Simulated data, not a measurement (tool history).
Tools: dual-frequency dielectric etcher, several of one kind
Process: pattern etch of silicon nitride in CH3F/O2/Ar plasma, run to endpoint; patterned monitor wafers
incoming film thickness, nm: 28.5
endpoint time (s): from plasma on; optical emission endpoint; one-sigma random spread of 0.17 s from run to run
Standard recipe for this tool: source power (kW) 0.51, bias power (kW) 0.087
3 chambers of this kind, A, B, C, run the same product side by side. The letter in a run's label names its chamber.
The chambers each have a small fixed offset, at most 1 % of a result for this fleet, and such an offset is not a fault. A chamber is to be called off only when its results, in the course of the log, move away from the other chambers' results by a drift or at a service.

| run | hour | source power (kW) | bias power (kW) | endpoint time (s) |
|---|---|---|---|---|
| 1A | 8.9 | 0.51 | 0.087 | 35.175 |
| 2B | 23 | 0.51 | 0.087 | 35.542 |
| 3C | 31.9 | 0.51 | 0.087 | 35.675 |
| 4C | 44.3 | 0.51 | 0.087 | 35.715 |
| 5B | 54.7 | 0.42 | 0.087 | 38.085 |
| 6A | 62.3 | 0.42 | 0.087 | 37.979 |
| 7B | 70.1 | 0.42 | 0.087 | 37.993 |
| 8A | 79.3 | 0.51 | 0.087 | 35.18 |
| 9C | 88.3 | 0.46 | 0.107 | 34.351 |
| 10C | 95 | 0.46 | 0.107 | 34.648 |
| 11B | 106.3 | 0.46 | 0.107 | 34.513 |
| 12A | 118 | 0.51 | 0.087 | 35.303 |
| 13A | 128.5 | 0.51 | 0.087 | 35.337 |
| 14C | 142 | 0.51 | 0.087 | 35.716 |
| 15B | 151.8 | 0.51 | 0.087 | 35.434 |
| 16C | 161.5 | 0.51 | 0.087 | 35.329 |
| 17B | 172 | 0.51 | 0.087 | 35.29 |
| 18A | 186 | 0.43 | 0.108 | 34.871 |
| 19A | 195.1 | 0.43 | 0.108 | 34.911 |
|  | 196.9 | chamber A: wet clean of the chamber |
| 20C | 203.7 | 0.43 | 0.108 | 34.657 |
| 21B | 210.5 | 0.51 | 0.087 | 35.299 |
| 22C | 221.8 | 0.51 | 0.087 | 35.591 |
| 23B | 229.1 | 0.43 | 0.076 | 39.607 |
| 24A | 239.2 | 0.43 | 0.076 | 37.955 |
| 25A | 245.7 | 0.43 | 0.076 | 37.579 |
| 26B | 258 | 0.51 | 0.087 | 35.462 |
| 27C | 264.6 | 0.51 | 0.087 | 35.189 |
| 28C | 273.6 | 0.51 | 0.087 | 35.46 |
| 29A | 281.6 | 0.51 | 0.087 | 33.958 |
| 30B | 295 | 0.51 | 0.087 | 35.566 |
| 31C | 305 | 0.51 | 0.087 | 35.525 |
| 32B | 318.5 | 0.51 | 0.087 | 35.095 |
| 33A | 332.7 | 0.51 | 0.087 | 33.779 |
| 34C | 342.7 | 0.51 | 0.087 | 35.454 |
| 35B | 349.3 | 0.51 | 0.087 | 35.152 |
| 36A | 361.6 | 0.51 | 0.087 | 33.902 |
| 37B | 372.7 | 0.51 | 0.087 | 35.312 |
| 38C | 379.2 | 0.57 | 0.076 | 35.942 |
| 39A | 389.7 | 0.57 | 0.076 | 33.925 |

All chambers now run identical settings, listed one chamber a line with results as question marks. What results will each chamber show?
| 40A | 399.9 | 0.61 | 0.087 | ? |
| 40B | 399.9 | 0.61 | 0.087 | ? |
| 40C | 399.9 | 0.61 | 0.087 | ? |

| run | endpoint time (s) |
|---|---|
| 40A | 31.605 |
| 40B | 32.982 |
| 40C | 32.988 |

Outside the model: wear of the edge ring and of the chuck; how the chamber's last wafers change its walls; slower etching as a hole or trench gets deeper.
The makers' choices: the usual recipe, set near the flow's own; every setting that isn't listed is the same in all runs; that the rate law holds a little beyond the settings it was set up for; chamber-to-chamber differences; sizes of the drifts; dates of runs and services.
